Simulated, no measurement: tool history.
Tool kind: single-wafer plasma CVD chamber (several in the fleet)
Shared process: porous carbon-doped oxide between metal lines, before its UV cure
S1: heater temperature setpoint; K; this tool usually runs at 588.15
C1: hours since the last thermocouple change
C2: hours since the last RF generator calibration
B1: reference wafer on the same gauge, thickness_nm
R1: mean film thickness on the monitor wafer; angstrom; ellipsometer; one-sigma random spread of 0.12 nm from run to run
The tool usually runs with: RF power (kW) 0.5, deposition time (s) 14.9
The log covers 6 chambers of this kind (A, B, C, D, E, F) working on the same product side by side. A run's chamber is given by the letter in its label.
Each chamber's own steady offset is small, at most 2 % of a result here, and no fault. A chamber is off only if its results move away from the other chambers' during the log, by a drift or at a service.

Run 1D, day 0.529: usual settings; C1 1663.8; C2 1027.4; B1 66.323. Result: R1 763.04 angstrom.
Run 2A, day 0.858: usual settings; C1 321; C2 544.8; B1 66.292. Result: R1 763.24 angstrom.
Run 3B, day 1.325: usual settings; C1 292.7; C2 1879.6; B1 66.328. Result: R1 767.57 angstrom.
Run 4E, day 1.842: usual settings; C1 1967.2; C2 162.1; B1 66.337. Result: R1 771.14 angstrom.
Run 5C, day 2.479: usual settings; C1 1741.2; C2 2150.3; B1 66.362. Result: R1 761.37 angstrom.
Run 6F, day 3.088: usual settings; C1 1963.3; C2 972.8; B1 66.374. Result: R1 753.23 angstrom.
Run 7A, day 3.721: usual settings; C1 389.7; C2 613.5; B1 66.377. Result: R1 765.49 angstrom.
Run 8D, day 4.321: usual settings; C1 1754.8; C2 1118.4; B1 66.382. Result: R1 765.47 angstrom.
Run 9E, day 4.875: usual settings but RF power (kW) 0.415; C1 2040; C2 234.9; B1 66.406. Result: R1 672.68 angstrom.
Run 10F, day 5.267: usual settings but RF power (kW) 0.415; C1 2015.6; C2 1025.1; B1 66.426. Result: R1 659.08 angstrom.
Run 11C, day 5.925: usual settings but RF power (kW) 0.415; C1 1823.9; C2 2233; B1 66.432. Result: R1 665.54 angstrom.
Run 12B, day 6.533: usual settings but RF power (kW) 0.415; C1 417.7; C2 2004.6; B1 66.464. Result: R1 668.4 angstrom.
Run 13F, day 6.95: usual settings but RF power (kW) 0.415; C1 2056; C2 1065.5; B1 66.459. Result: R1 660.07 angstrom.
Run 14D, day 7.429: usual settings but RF power (kW) 0.415; C1 1829.4; C2 1193; B1 66.487. Result: R1 669.54 angstrom.
Run 15E, day 7.758: usual settings; C1 2109.2; C2 304.1; B1 66.467. Result: R1 773.25 angstrom.
Run 16B, day 8.204: usual settings; C1 457.8; C2 2044.7; B1 66.513. Result: R1 769.17 angstrom.
Run 17C, day 8.708: usual settings; C1 1890.7; C2 2299.8; B1 66.508. Result: R1 761.38 angstrom.
Run 18A, day 9.275: usual settings; C1 523; C2 746.8; B1 66.503. Result: R1 766.7 angstrom.
Run 19D, day 9.575: usual settings but S1 580.15 K, deposition time (s) 12.5; C1 1880.9; C2 1244.5; B1 66.508. Result: R1 675.83 angstrom.
Run 20B, day 9.992: usual settings but S1 580.15 K, deposition time (s) 12.5; C1 500.7; C2 2087.6; B1 66.517. Result: R1 678.44 angstrom.
Run 21E, day 10.508: usual settings but S1 580.15 K, deposition time (s) 12.5; C1 2175.2; C2 370.1; B1 66.558. Result: R1 681.61 angstrom.
Run 22C, day 11.05: usual settings but S1 580.15 K, deposition time (s) 12.5; C1 1946.9; C2 2356; B1 66.542. Result: R1 672.43 angstrom.
Run 23A, day 11.629: usual settings but S1 580.15 K, deposition time (s) 12.5; C1 579.5; C2 803.3; B1 66.573. Result: R1 676.06 angstrom.
At day 11.883: chamber E: thermocouple changed; heater temperature recalibrated.
Run 24F, day 11.983: usual settings but S1 580.15 K, deposition time (s) 12.5; C1 2176.8; C2 1186.3; B1 66.582. Result: R1 664.79 angstrom.
Run 25E, day 12.412: usual settings; C1 12.7; C2 415.8; B1 66.608. Result: R1 775.47 angstrom.
Run 26A, day 12.821: usual settings; C1 608.1; C2 831.9; B1 66.592. Result: R1 768.2 angstrom.
Run 27B, day 13.396: usual settings but S1 593.15 K, RF power (kW) 0.42; C1 582.4; C2 2169.3; B1 66.623. Result: R1 662.18 angstrom.
Run 28D, day 13.942: usual settings but S1 593.15 K, RF power (kW) 0.42; C1 1985.7; C2 1349.3; B1 66.635. Result: R1 660.98 angstrom.
Run 29C, day 14.438: usual settings but S1 593.15 K, RF power (kW) 0.42; C1 2028.2; C2 2437.3; B1 66.638. Result: R1 656.79 angstrom.
Run 30F, day 15.112: usual settings but S1 593.15 K, RF power (kW) 0.42; C1 2251.9; C2 1261.4; B1 66.644. Result: R1 651.25 angstrom.
Run 31C, day 15.75: usual settings but S1 593.15 K, RF power (kW) 0.42; C1 2059.7; C2 2468.8; B1 66.64. Result: R1 656.69 angstrom.
Run 32E, day 16.108: usual settings but S1 593.15 K, RF power (kW) 0.42; C1 101.4; C2 504.5; B1 66.629. Result: R1 667.43 angstrom.
Run 33D, day 16.408: usual settings; C1 2044.9; C2 1408.5; B1 66.676. Result: R1 769.12 angstrom.
Run 34B, day 17.021: usual settings; C1 669.4; C2 2256.3; B1 66.702. Result: R1 769.58 angstrom.
Run 35F, day 17.417: usual settings; C1 2307.2; C2 1316.7; B1 66.705. Result: R1 758.25 angstrom.
Run 36A, day 18.012: usual settings; C1 732.7; C2 956.5; B1 66.711. Result: R1 768.78 angstrom.

All chambers now run identical settings, listed one chamber a line with results as question marks. What results will each chamber show?
Run 37A, day 18.492: usual settings but deposition time (s) 16.5. Result: R1 ?.
Run 37B, day 18.492: usual settings but deposition time (s) 16.5. Result: R1 ?.
Run 37C, day 18.492: usual settings but deposition time (s) 16.5. Result: R1 ?.
Run 37D, day 18.492: usual settings but deposition time (s) 16.5. Result: R1 ?.
Run 37E, day 18.492: usual settings but deposition time (s) 16.5. Result: R1 ?.
Run 37F, day 18.492: usual settings but deposition time (s) 16.5. Result: R1 ?.

run      R1
37A  848.29
37B  850.07
37C  843.34
37D  847.44
37E   860.4
37F  835.46

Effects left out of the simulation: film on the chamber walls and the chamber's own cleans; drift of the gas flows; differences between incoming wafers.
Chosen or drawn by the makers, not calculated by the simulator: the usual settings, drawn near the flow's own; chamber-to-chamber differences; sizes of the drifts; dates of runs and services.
